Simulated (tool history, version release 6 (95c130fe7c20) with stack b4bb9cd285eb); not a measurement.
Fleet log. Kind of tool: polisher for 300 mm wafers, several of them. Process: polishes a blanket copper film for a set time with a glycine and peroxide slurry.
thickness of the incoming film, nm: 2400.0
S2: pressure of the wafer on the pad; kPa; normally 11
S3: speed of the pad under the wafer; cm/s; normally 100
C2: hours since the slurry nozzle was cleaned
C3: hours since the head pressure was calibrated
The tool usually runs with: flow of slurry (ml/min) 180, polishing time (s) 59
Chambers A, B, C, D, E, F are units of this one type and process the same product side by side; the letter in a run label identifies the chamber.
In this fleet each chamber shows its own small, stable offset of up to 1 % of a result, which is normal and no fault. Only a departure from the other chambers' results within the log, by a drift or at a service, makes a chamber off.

-- hour=0.9 chamber E: worn pad replaced by a new one
run 1C hour=6.3 | flow_of_slurry_(ml/min)=180 S2=11 S3=100 polishing_time_(s)=59 | wafers_polished_on_this_pad=674 C2=235.7 C3=1061.8 | film_removed_(nm)=175.3
-- hour=7.2 chamber F: worn pad replaced by a new one
-- hour=12 chamber D: slurry nozzle cleaned
run 2B hour=13.8 | flow_of_slurry_(ml/min)=180 S2=11 S3=100 polishing_time_(s)=59 | wafers_polished_on_this_pad=208 C2=186.7 C3=40.1 | film_removed_(nm)=176.92
-- hour=15.5 chamber A: worn pad replaced by a new one
run 3A hour=26 | flow_of_slurry_(ml/min)=180 S2=11 S3=100 polishing_time_(s)=59 | wafers_polished_on_this_pad=66 C2=49.7 C3=235.3 | film_removed_(nm)=181.81
-- hour=26.5 chamber E: slurry nozzle cleaned
-- hour=34.1 chamber F: head pressure recalibrated
run 4D hour=34.7 | flow_of_slurry_(ml/min)=180 S2=11 S3=100 polishing_time_(s)=59 | wafers_polished_on_this_pad=1108 C2=22.7 C3=855.7 | film_removed_(nm)=174.99
run 5E hour=40.8 | flow_of_slurry_(ml/min)=180 S2=11 S3=100 polishing_time_(s)=59 | wafers_polished_on_this_pad=251 C2=14.3 C3=979.3 | film_removed_(nm)=176.92
run 6F hour=48.6 | flow_of_slurry_(ml/min)=180 S2=11 S3=100 polishing_time_(s)=59 | wafers_polished_on_this_pad=260 C2=151.2 C3=14.6 | film_removed_(nm)=179.74
run 7A hour=60.3 | flow_of_slurry_(ml/min)=180 S2=11 S3=100 polishing_time_(s)=59 | wafers_polished_on_this_pad=282 C2=84 C3=269.6 | film_removed_(nm)=180.21
run 8C hour=70.2 | flow_of_slurry_(ml/min)=180 S2=11 S3=100 polishing_time_(s)=59 | wafers_polished_on_this_pad=1077 C2=299.6 C3=1125.7 | film_removed_(nm)=176.18
run 9D hour=77.8 | flow_of_slurry_(ml/min)=180 S2=11 S3=100 polishing_time_(s)=59 | wafers_polished_on_this_pad=1379 C2=65.8 C3=898.8 | film_removed_(nm)=177.09
-- hour=78 chamber B: worn pad replaced by a new one
-- hour=80.8 chamber D: worn pad replaced by a new one
run 10E hour=89.4 | flow_of_slurry_(ml/min)=180 S2=11 S3=100 polishing_time_(s)=59 | wafers_polished_on_this_pad=557 C2=62.9 C3=1027.9 | film_removed_(nm)=173.43
run 11F hour=94.9 | flow_of_slurry_(ml/min)=180 S2=11 S3=100 polishing_time_(s)=59 | wafers_polished_on_this_pad=552 C2=197.5 C3=60.9 | film_removed_(nm)=178.29
run 12B hour=103 | flow_of_slurry_(ml/min)=180 S2=11 S3=100 polishing_time_(s)=59 | wafers_polished_on_this_pad=157 C2=275.9 C3=129.3 | film_removed_(nm)=170.93
run 13F hour=111.1 | flow_of_slurry_(ml/min)=180 S2=11 S3=100 polishing_time_(s)=59 | wafers_polished_on_this_pad=654 C2=213.7 C3=77.1 | film_removed_(nm)=174.8
run 14E hour=118.9 | flow_of_slurry_(ml/min)=180 S2=11 S3=100 polishing_time_(s)=59 | wafers_polished_on_this_pad=743 C2=92.4 C3=1057.4 | film_removed_(nm)=172.89
run 15B hour=128.9 | flow_of_slurry_(ml/min)=180 S2=11 S3=100 polishing_time_(s)=59 | wafers_polished_on_this_pad=321 C2=301.8 C3=155.2 | film_removed_(nm)=177.94
-- hour=129.9 chamber C: worn pad replaced by a new one
-- hour=136.7 chamber A: worn pad replaced by a new one
run 16D hour=137.1 | flow_of_slurry_(ml/min)=180 S2=11 S3=100 polishing_time_(s)=59 | wafers_polished_on_this_pad=354 C2=125.1 C3=958.1 | film_removed_(nm)=175.95
run 17C hour=147.7 | flow_of_slurry_(ml/min)=180 S2=11 S3=100 polishing_time_(s)=59 | wafers_polished_on_this_pad=112 C2=377.1 C3=1203.2 | film_removed_(nm)=175.67
run 18A hour=160.2 | flow_of_slurry_(ml/min)=180 S2=11 S3=100 polishing_time_(s)=59 | wafers_polished_on_this_pad=148 C2=183.9 C3=369.5 | film_removed_(nm)=172.92
run 19F hour=166.7 | flow_of_slurry_(ml/min)=180 S2=11 S3=100 polishing_time_(s)=59 | wafers_polished_on_this_pad=1004 C2=269.3 C3=132.7 | film_removed_(nm)=179.42
-- hour=173.3 chamber B: worn pad replaced by a new one
run 20A hour=175.2 | flow_of_slurry_(ml/min)=180 S2=11 S3=100 polishing_time_(s)=59 | wafers_polished_on_this_pad=242 C2=198.9 C3=384.5 | film_removed_(nm)=173.15
run 21B hour=184.8 | flow_of_slurry_(ml/min)=180 S2=11 S3=100 polishing_time_(s)=59 | wafers_polished_on_this_pad=73 C2=357.7 C3=211.1 | film_removed_(nm)=175.23
run 22D hour=192.2 | flow_of_slurry_(ml/min)=180 S2=11 S3=100 polishing_time_(s)=59 | wafers_polished_on_this_pad=701 C2=180.2 C3=1013.2 | film_removed_(nm)=173.74
-- hour=195.7 chamber C: slurry nozzle cleaned
run 23E hour=202.7 | flow_of_slurry_(ml/min)=180 S2=11 S3=100 polishing_time_(s)=59 | wafers_polished_on_this_pad=1271 C2=176.2 C3=1141.2 | film_removed_(nm)=175.45
-- hour=206 chamber F: slurry nozzle cleaned
-- hour=209.6 chamber F: worn pad replaced by a new one
run 24C hour=213.7 | flow_of_slurry_(ml/min)=180 S2=11 S3=100 polishing_time_(s)=59 | wafers_polished_on_this_pad=527 C2=18.1 C3=1269.2 | film_removed_(nm)=174.95
run 25B hour=222.1 | flow_of_slurry_(ml/min)=180 S2=11 S3=100 polishing_time_(s)=59 | wafers_polished_on_this_pad=307 C2=395 C3=248.4 | film_removed_(nm)=175.68
run 26D hour=230 | flow_of_slurry_(ml/min)=180 S2=11 S3=100 polishing_time_(s)=59 | wafers_polished_on_this_pad=939 C2=218 C3=1051 | film_removed_(nm)=177.39
run 27E hour=240.9 | flow_of_slurry_(ml/min)=180 S2=11 S3=74 polishing_time_(s)=59 | wafers_polished_on_this_pad=1511 C2=214.4 C3=1179.4 | film_removed_(nm)=142.76
-- hour=245.6 chamber E: worn pad replaced by a new one
run 28A hour=247.6 | flow_of_slurry_(ml/min)=180 S2=11 S3=74 polishing_time_(s)=59 | wafers_polished_on_this_pad=698 C2=271.3 C3=456.9 | film_removed_(nm)=141.5
run 29F hour=259.2 | flow_of_slurry_(ml/min)=180 S2=11 S3=74 polishing_time_(s)=59 | wafers_polished_on_this_pad=312 C2=53.2 C3=225.2 | film_removed_(nm)=143.6
-- hour=262.1 chamber A: worn pad replaced by a new one
-- hour=264.1 chamber D: worn pad replaced by a new one
run 30C hour=265.3 | flow_of_slurry_(ml/min)=180 S2=11 S3=74 polishing_time_(s)=59 | wafers_polished_on_this_pad=852 C2=69.7 C3=1320.8 | film_removed_(nm)=137.56
-- hour=269.1 chamber B: worn pad replaced by a new one
run 31A hour=272.2 | flow_of_slurry_(ml/min)=180 S2=11 S3=74 polishing_time_(s)=59 | wafers_polished_on_this_pad=64 C2=295.9 C3=481.5 | film_removed_(nm)=140.16
-- hour=279.4 chamber E: slurry nozzle cleaned
run 32B hour=280.3 | flow_of_slurry_(ml/min)=180 S2=11 S3=74 polishing_time_(s)=59 | wafers_polished_on_this_pad=70 C2=453.2 C3=306.6 | film_removed_(nm)=142.22
run 33D hour=287 | flow_of_slurry_(ml/min)=180 S2=11 S3=100 polishing_time_(s)=59 | wafers_polished_on_this_pad=144 C2=275 C3=1108 | film_removed_(nm)=173.29
run 34E hour=297.4 | flow_of_slurry_(ml/min)=180 S2=11 S3=100 polishing_time_(s)=59 | wafers_polished_on_this_pad=326 C2=18 C3=1235.9 | film_removed_(nm)=173.7
-- hour=305.6 chamber D: slurry nozzle cleaned
run 35C hour=309.8 | flow_of_slurry_(ml/min)=180 S2=11 S3=100 polishing_time_(s)=59 | wafers_polished_on_this_pad=1132 C2=114.2 C3=1365.3 | film_removed_(nm)=178.72
run 36F hour=322 | flow_of_slurry_(ml/min)=180 S2=11 S3=100 polishing_time_(s)=48 | wafers_polished_on_this_pad=708 C2=116 C3=288 | film_removed_(nm)=146
run 37A hour=329.1 | flow_of_slurry_(ml/min)=180 S2=11 S3=100 polishing_time_(s)=48 | wafers_polished_on_this_pad=422 C2=352.8 C3=538.4 | film_removed_(nm)=144.77
run 38E hour=335.7 | flow_of_slurry_(ml/min)=180 S2=11 S3=100 polishing_time_(s)=48 | wafers_polished_on_this_pad=567 C2=56.3 C3=1274.2 | film_removed_(nm)=142.59
-- hour=340.2 chamber C: head pressure recalibrated
run 39C hour=341.5 | flow_of_slurry_(ml/min)=180 S2=11 S3=100 polishing_time_(s)=48 | wafers_polished_on_this_pad=1332 C2=145.9 C3=1.3 | film_removed_(nm)=140.25
run 40B hour=353.1 | flow_of_slurry_(ml/min)=180 S2=11 S3=100 polishing_time_(s)=48 | wafers_polished_on_this_pad=529 C2=526 C3=379.4 | film_removed_(nm)=141.57
run 41D hour=363.4 | flow_of_slurry_(ml/min)=180 S2=11 S3=100 polishing_time_(s)=48 | wafers_polished_on_this_pad=625 C2=57.9 C3=1184.4 | film_removed_(nm)=141.09
run 42F hour=374.9 | flow_of_slurry_(ml/min)=180 S2=11 S3=100 polishing_time_(s)=59 | wafers_polished_on_this_pad=1041 C2=168.9 C3=340.9 | film_removed_(nm)=177.51
run 43D hour=383.6 | flow_of_slurry_(ml/min)=180 S2=11 S3=100 polishing_time_(s)=59 | wafers_polished_on_this_pad=752 C2=78.1 C3=1204.6 | film_removed_(nm)=176.8

For the next run the whole fleet of 6 chambers uses the same settings. Give each chamber's results:
run 44A hour=392.6 | flow_of_slurry_(ml/min)=180 S2=11 S3=66 polishing_time_(s)=59 | film_removed_(nm)=?
run 44B hour=392.6 | flow_of_slurry_(ml/min)=180 S2=11 S3=66 polishing_time_(s)=59 | film_removed_(nm)=?
run 44C hour=392.6 | flow_of_slurry_(ml/min)=180 S2=11 S3=66 polishing_time_(s)=59 | film_removed_(nm)=?
run 44D hour=392.6 | flow_of_slurry_(ml/min)=180 S2=11 S3=66 polishing_time_(s)=59 | film_removed_(nm)=?
run 44E hour=392.6 | flow_of_slurry_(ml/min)=180 S2=11 S3=66 polishing_time_(s)=59 | film_removed_(nm)=?
run 44F hour=392.6 | flow_of_slurry_(ml/min)=180 S2=11 S3=66 polishing_time_(s)=59 | film_removed_(nm)=?

run=44A film_removed_(nm)=130.99
run=44B film_removed_(nm)=134.43
run=44C film_removed_(nm)=131.76
run=44D film_removed_(nm)=130.7
run=44E film_removed_(nm)=129.98
run=44F film_removed_(nm)=132.12
